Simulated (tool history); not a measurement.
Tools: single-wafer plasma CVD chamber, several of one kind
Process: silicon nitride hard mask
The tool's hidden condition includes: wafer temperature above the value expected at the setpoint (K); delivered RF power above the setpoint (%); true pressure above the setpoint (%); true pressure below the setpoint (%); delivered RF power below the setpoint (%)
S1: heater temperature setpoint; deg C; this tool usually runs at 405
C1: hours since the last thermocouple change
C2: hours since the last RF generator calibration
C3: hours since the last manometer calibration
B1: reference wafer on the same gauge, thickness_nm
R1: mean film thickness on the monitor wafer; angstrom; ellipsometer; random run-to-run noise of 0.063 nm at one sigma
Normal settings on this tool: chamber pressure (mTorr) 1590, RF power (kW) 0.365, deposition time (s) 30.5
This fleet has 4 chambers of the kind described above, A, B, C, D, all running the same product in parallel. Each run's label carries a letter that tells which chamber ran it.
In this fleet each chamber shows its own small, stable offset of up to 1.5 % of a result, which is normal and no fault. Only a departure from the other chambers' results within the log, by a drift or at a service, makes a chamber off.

run 1A day=0.525 | S1=405 chamber_pressure_(mTorr)=1590 RF_power_(kW)=0.365 deposition_time_(s)=30.5 | C1=101.7 C2=1049.6 C3=136.6 | B1=41.903 | R1=403.75
run 2D day=0.871 | S1=405 chamber_pressure_(mTorr)=1590 RF_power_(kW)=0.365 deposition_time_(s)=30.5 | C1=927.7 C2=680.9 C3=162.2 | B1=41.905 | R1=396.46
run 3C day=1.192 | S1=405 chamber_pressure_(mTorr)=1590 RF_power_(kW)=0.365 deposition_time_(s)=30.5 | C1=1498.6 C2=944.0 C3=208.3 | B1=41.931 | R1=399.18
run 4B day=1.542 | S1=405 chamber_pressure_(mTorr)=1590 RF_power_(kW)=0.365 deposition_time_(s)=30.5 | C1=256.9 C2=1009.6 C3=1253.8 | B1=41.929 | R1=393.78
run 5A day=1.942 | S1=405 chamber_pressure_(mTorr)=1590 RF_power_(kW)=0.365 deposition_time_(s)=30.5 | C1=135.7 C2=1083.6 C3=170.6 | B1=41.942 | R1=402.78
run 6D day=2.296 | S1=405 chamber_pressure_(mTorr)=1590 RF_power_(kW)=0.365 deposition_time_(s)=30.5 | C1=961.9 C2=715.1 C3=196.4 | B1=41.937 | R1=397.78
run 7C day=2.829 | S1=405 chamber_pressure_(mTorr)=1590 RF_power_(kW)=0.365 deposition_time_(s)=30.5 | C1=1537.9 C2=983.3 C3=247.6 | B1=41.954 | R1=398.62
-- day=3.029 chamber D: thermocouple changed; heater temperature recalibrated
run 8B day=3.250 | S1=405 chamber_pressure_(mTorr)=1590 RF_power_(kW)=0.365 deposition_time_(s)=30.5 | C1=297.9 C2=1050.6 C3=1294.8 | B1=41.943 | R1=393.24
run 9A day=3.742 | S1=405 chamber_pressure_(mTorr)=1590 RF_power_(kW)=0.365 deposition_time_(s)=30.5 | C1=178.9 C2=1126.8 C3=213.8 | B1=41.986 | R1=402.95
run 10B day=4.200 | S1=405 chamber_pressure_(mTorr)=1590 RF_power_(kW)=0.365 deposition_time_(s)=30.5 | C1=320.7 C2=1073.4 C3=1317.6 | B1=41.960 | R1=394.05
run 11C day=4.708 | S1=405 chamber_pressure_(mTorr)=1590 RF_power_(kW)=0.365 deposition_time_(s)=30.5 | C1=1583.0 C2=1028.4 C3=292.7 | B1=41.978 | R1=399.91
run 12D day=5.117 | S1=405 chamber_pressure_(mTorr)=1590 RF_power_(kW)=0.365 deposition_time_(s)=30.5 | C1=50.1 C2=782.8 C3=264.1 | B1=42.002 | R1=397.36
run 13D day=5.483 | S1=405 chamber_pressure_(mTorr)=1590 RF_power_(kW)=0.365 deposition_time_(s)=30.5 | C1=58.9 C2=791.6 C3=272.9 | B1=41.990 | R1=397.29
run 14B day=5.938 | S1=405 chamber_pressure_(mTorr)=1590 RF_power_(kW)=0.365 deposition_time_(s)=30.5 | C1=362.4 C2=1115.1 C3=1359.3 | B1=41.999 | R1=393.78
run 15A day=6.312 | S1=405 chamber_pressure_(mTorr)=1590 RF_power_(kW)=0.305 deposition_time_(s)=30.5 | C1=240.6 C2=1188.5 C3=275.5 | B1=42.022 | R1=359.29
run 16C day=6.558 | S1=405 chamber_pressure_(mTorr)=1590 RF_power_(kW)=0.305 deposition_time_(s)=30.5 | C1=1627.4 C2=1072.8 C3=337.1 | B1=42.024 | R1=357.31
run 17A day=7.017 | S1=405 chamber_pressure_(mTorr)=1590 RF_power_(kW)=0.305 deposition_time_(s)=30.5 | C1=257.5 C2=1205.4 C3=292.4 | B1=42.022 | R1=360.76
run 18C day=7.562 | S1=405 chamber_pressure_(mTorr)=1590 RF_power_(kW)=0.305 deposition_time_(s)=30.5 | C1=1651.5 C2=1096.9 C3=361.2 | B1=42.051 | R1=357.76
run 19B day=7.908 | S1=405 chamber_pressure_(mTorr)=1590 RF_power_(kW)=0.365 deposition_time_(s)=30.5 | C1=409.7 C2=1162.4 C3=1406.6 | B1=42.054 | R1=393.84
run 20D day=8.408 | S1=405 chamber_pressure_(mTorr)=1590 RF_power_(kW)=0.365 deposition_time_(s)=30.5 | C1=129.1 C2=861.8 C3=343.1 | B1=42.056 | R1=397.55
run 21B day=8.904 | S1=405 chamber_pressure_(mTorr)=1310 RF_power_(kW)=0.365 deposition_time_(s)=30.5 | C1=433.6 C2=1186.3 C3=1430.5 | B1=42.062 | R1=372.04
run 22A day=9.358 | S1=405 chamber_pressure_(mTorr)=1310 RF_power_(kW)=0.365 deposition_time_(s)=30.5 | C1=313.7 C2=1261.6 C3=348.6 | B1=42.083 | R1=381.16
run 23C day=9.892 | S1=405 chamber_pressure_(mTorr)=1310 RF_power_(kW)=0.365 deposition_time_(s)=30.5 | C1=1707.4 C2=1152.8 C3=417.1 | B1=42.092 | R1=379.65
run 24D day=10.275 | S1=405 chamber_pressure_(mTorr)=1310 RF_power_(kW)=0.365 deposition_time_(s)=30.5 | C1=173.9 C2=906.6 C3=387.9 | B1=42.101 | R1=375.74
run 25D day=10.825 | S1=405 chamber_pressure_(mTorr)=1590 RF_power_(kW)=0.365 deposition_time_(s)=30.5 | C1=187.1 C2=919.8 C3=401.1 | B1=42.106 | R1=398.73
run 26B day=11.079 | S1=405 chamber_pressure_(mTorr)=1590 RF_power_(kW)=0.365 deposition_time_(s)=30.5 | C1=485.8 C2=1238.5 C3=1482.7 | B1=42.133 | R1=394.97
run 27A day=11.538 | S1=405 chamber_pressure_(mTorr)=1590 RF_power_(kW)=0.365 deposition_time_(s)=30.5 | C1=366.0 C2=1313.9 C3=400.9 | B1=42.098 | R1=403.80
-- day=11.575 chamber A: RF generator calibrated
run 28C day=11.825 | S1=405 chamber_pressure_(mTorr)=1590 RF_power_(kW)=0.365 deposition_time_(s)=30.5 | C1=1753.8 C2=1199.2 C3=463.5 | B1=42.106 | R1=401.61
run 29B day=12.117 | S1=405 chamber_pressure_(mTorr)=1590 RF_power_(kW)=0.365 deposition_time_(s)=30.5 | C1=510.7 C2=1263.4 C3=1507.6 | B1=42.142 | R1=395.04
run 30D day=12.362 | S1=405 chamber_pressure_(mTorr)=1590 RF_power_(kW)=0.365 deposition_time_(s)=30.5 | C1=224.0 C2=956.7 C3=438.0 | B1=42.143 | R1=400.01
run 31C day=12.633 | S1=405 chamber_pressure_(mTorr)=1590 RF_power_(kW)=0.365 deposition_time_(s)=30.5 | C1=1773.2 C2=1218.6 C3=482.9 | B1=42.127 | R1=400.35
run 32A day=12.962 | S1=405 chamber_pressure_(mTorr)=1590 RF_power_(kW)=0.365 deposition_time_(s)=30.5 | C1=400.2 C2=33.3 C3=435.1 | B1=42.136 | R1=405.43
run 33C day=13.425 | S1=417 chamber_pressure_(mTorr)=1590 RF_power_(kW)=0.365 deposition_time_(s)=30.5 | C1=1792.2 C2=1237.6 C3=501.9 | B1=42.165 | R1=398.27
run 34A day=13.725 | S1=417 chamber_pressure_(mTorr)=1590 RF_power_(kW)=0.365 deposition_time_(s)=30.5 | C1=418.5 C2=51.6 C3=453.4 | B1=42.136 | R1=402.57
run 35B day=14.250 | S1=417 chamber_pressure_(mTorr)=1590 RF_power_(kW)=0.365 deposition_time_(s)=30.5 | C1=561.9 C2=1314.6 C3=1558.8 | B1=42.165 | R1=393.46

Is one chamber off against the others, does the gauge drift, or is nothing wrong? If a chamber is off, say which, and what the likeliest cause is.

It is the gauge, not a chamber: its drift shows up in every chamber's results at once, and no chamber is off.
Cause: gauge reads high (%) = 0.654.
